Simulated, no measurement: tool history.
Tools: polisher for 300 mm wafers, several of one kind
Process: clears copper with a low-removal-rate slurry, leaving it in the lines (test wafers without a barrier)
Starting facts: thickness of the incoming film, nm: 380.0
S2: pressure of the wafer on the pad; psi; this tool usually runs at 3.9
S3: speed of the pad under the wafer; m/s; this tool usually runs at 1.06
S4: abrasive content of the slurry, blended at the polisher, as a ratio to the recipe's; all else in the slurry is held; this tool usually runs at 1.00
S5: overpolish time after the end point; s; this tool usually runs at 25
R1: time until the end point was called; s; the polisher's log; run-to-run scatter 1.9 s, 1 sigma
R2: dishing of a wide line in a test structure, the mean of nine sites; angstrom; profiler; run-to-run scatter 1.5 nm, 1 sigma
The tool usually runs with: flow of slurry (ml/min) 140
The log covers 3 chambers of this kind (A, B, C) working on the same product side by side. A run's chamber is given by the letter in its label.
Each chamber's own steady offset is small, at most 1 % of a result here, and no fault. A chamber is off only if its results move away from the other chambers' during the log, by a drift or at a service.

run 1B day=0.262 | flow_of_slurry_(ml/min)=140 S2=3.9 S3=1.06 S4=1.00 S5=25 | R1=99.541 R2=644.24
-- day=0.300 chamber C: worn pad replaced by a new one
run 2A day=0.488 | flow_of_slurry_(ml/min)=140 S2=3.9 S3=1.06 S4=1.00 S5=25 | R1=99.649 R2=627.48
run 3C day=0.754 | flow_of_slurry_(ml/min)=140 S2=3.9 S3=1.06 S4=1.00 S5=25 | R1=101.410 R2=627.46
run 4A day=0.917 | flow_of_slurry_(ml/min)=140 S2=3.9 S3=1.06 S4=1.00 S5=25 | R1=100.120 R2=633.65
run 5C day=1.233 | flow_of_slurry_(ml/min)=140 S2=3.9 S3=1.06 S4=1.00 S5=25 | R1=94.918 R2=645.87
run 6B day=1.462 | flow_of_slurry_(ml/min)=140 S2=3.9 S3=1.06 S4=1.00 S5=25 | R1=100.890 R2=620.51
run 7A day=1.662 | flow_of_slurry_(ml/min)=140 S2=3.9 S3=1.06 S4=1.00 S5=25 | R1=99.100 R2=639.90
run 8B day=1.812 | flow_of_slurry_(ml/min)=140 S2=3.9 S3=1.06 S4=0.85 S5=25 | R1=108.760 R2=626.87
run 9C day=2.096 | flow_of_slurry_(ml/min)=140 S2=3.9 S3=1.06 S4=0.85 S5=25 | R1=100.370 R2=639.70
run 10B day=2.279 | flow_of_slurry_(ml/min)=140 S2=3.9 S3=1.06 S4=0.85 S5=25 | R1=105.700 R2=627.08
run 11C day=2.604 | flow_of_slurry_(ml/min)=120 S2=4.4 S3=1.06 S4=1.00 S5=25 | R1=90.894 R2=698.47
run 12A day=2.796 | flow_of_slurry_(ml/min)=120 S2=4.4 S3=1.06 S4=1.00 S5=25 | R1=87.989 R2=677.06
-- day=2.883 chamber A: worn pad replaced by a new one
run 13C day=3.050 | flow_of_slurry_(ml/min)=120 S2=4.4 S3=1.06 S4=1.00 S5=25 | R1=87.683 R2=694.55
-- day=3.325 chamber C: slurry nozzle cleaned
run 14B day=3.388 | flow_of_slurry_(ml/min)=140 S2=3.9 S3=1.06 S4=1.00 S5=25 | R1=101.980 R2=646.40
run 15A day=3.654 | flow_of_slurry_(ml/min)=140 S2=3.9 S3=1.06 S4=1.00 S5=25 | R1=95.373 R2=625.97
run 16B day=3.804 | flow_of_slurry_(ml/min)=140 S2=5.0 S3=1.06 S4=1.00 S5=25 | R1=79.167 R2=769.48
run 17A day=4.083 | flow_of_slurry_(ml/min)=140 S2=5.0 S3=1.06 S4=1.00 S5=25 | R1=75.931 R2=776.42
run 18C day=4.250 | flow_of_slurry_(ml/min)=140 S2=5.0 S3=1.06 S4=1.00 S5=25 | R1=78.140 R2=807.19
run 19B day=4.467 | flow_of_slurry_(ml/min)=140 S2=3.9 S3=1.06 S4=1.00 S5=25 | R1=101.570 R2=605.06
run 20A day=4.721 | flow_of_slurry_(ml/min)=185 S2=3.9 S3=1.06 S4=1.00 S5=10 | R1=93.681 R2=292.84
-- day=4.750 chamber C: worn pad replaced by a new one
run 21C day=5.054 | flow_of_slurry_(ml/min)=185 S2=3.9 S3=1.06 S4=1.00 S5=10 | R1=93.661 R2=310.86
run 22A day=5.271 | flow_of_slurry_(ml/min)=185 S2=3.9 S3=1.06 S4=1.00 S5=10 | R1=93.087 R2=299.10
run 23B day=5.471 | flow_of_slurry_(ml/min)=160 S2=3.9 S3=1.06 S4=1.00 S5=25 | R1=105.210 R2=600.07
-- day=5.783 chamber A: slurry blender recalibrated
run 24C day=5.800 | flow_of_slurry_(ml/min)=160 S2=3.9 S3=1.06 S4=1.00 S5=25 | R1=97.170 R2=638.67
run 25C day=6.062 | flow_of_slurry_(ml/min)=160 S2=3.9 S3=1.06 S4=1.00 S5=25 | R1=95.688 R2=655.44
run 26B day=6.346 | flow_of_slurry_(ml/min)=140 S2=3.9 S3=1.06 S4=1.00 S5=25 | R1=107.560 R2=600.94
run 27A day=6.662 | flow_of_slurry_(ml/min)=140 S2=3.9 S3=1.06 S4=1.00 S5=17 | R1=93.173 R2=469.89
run 28A day=6.862 | flow_of_slurry_(ml/min)=140 S2=3.9 S3=1.06 S4=1.00 S5=17 | R1=95.986 R2=457.72

Predict what each chamber gives when all 3 of them run the settings below next.
run 29A day=7.108 | flow_of_slurry_(ml/min)=140 S2=3.9 S3=1.06 S4=1.00 S5=25 | R1=? R2=?
run 29B day=7.108 | flow_of_slurry_(ml/min)=140 S2=3.9 S3=1.06 S4=1.00 S5=25 | R1=? R2=?
run 29C day=7.108 | flow_of_slurry_(ml/min)=140 S2=3.9 S3=1.06 S4=1.00 S5=25 | R1=? R2=?

run=29A R1=99.338 R2=643.16
run=29B R1=115.490 R2=585.95
run=29C R1=98.876 R2=634.09
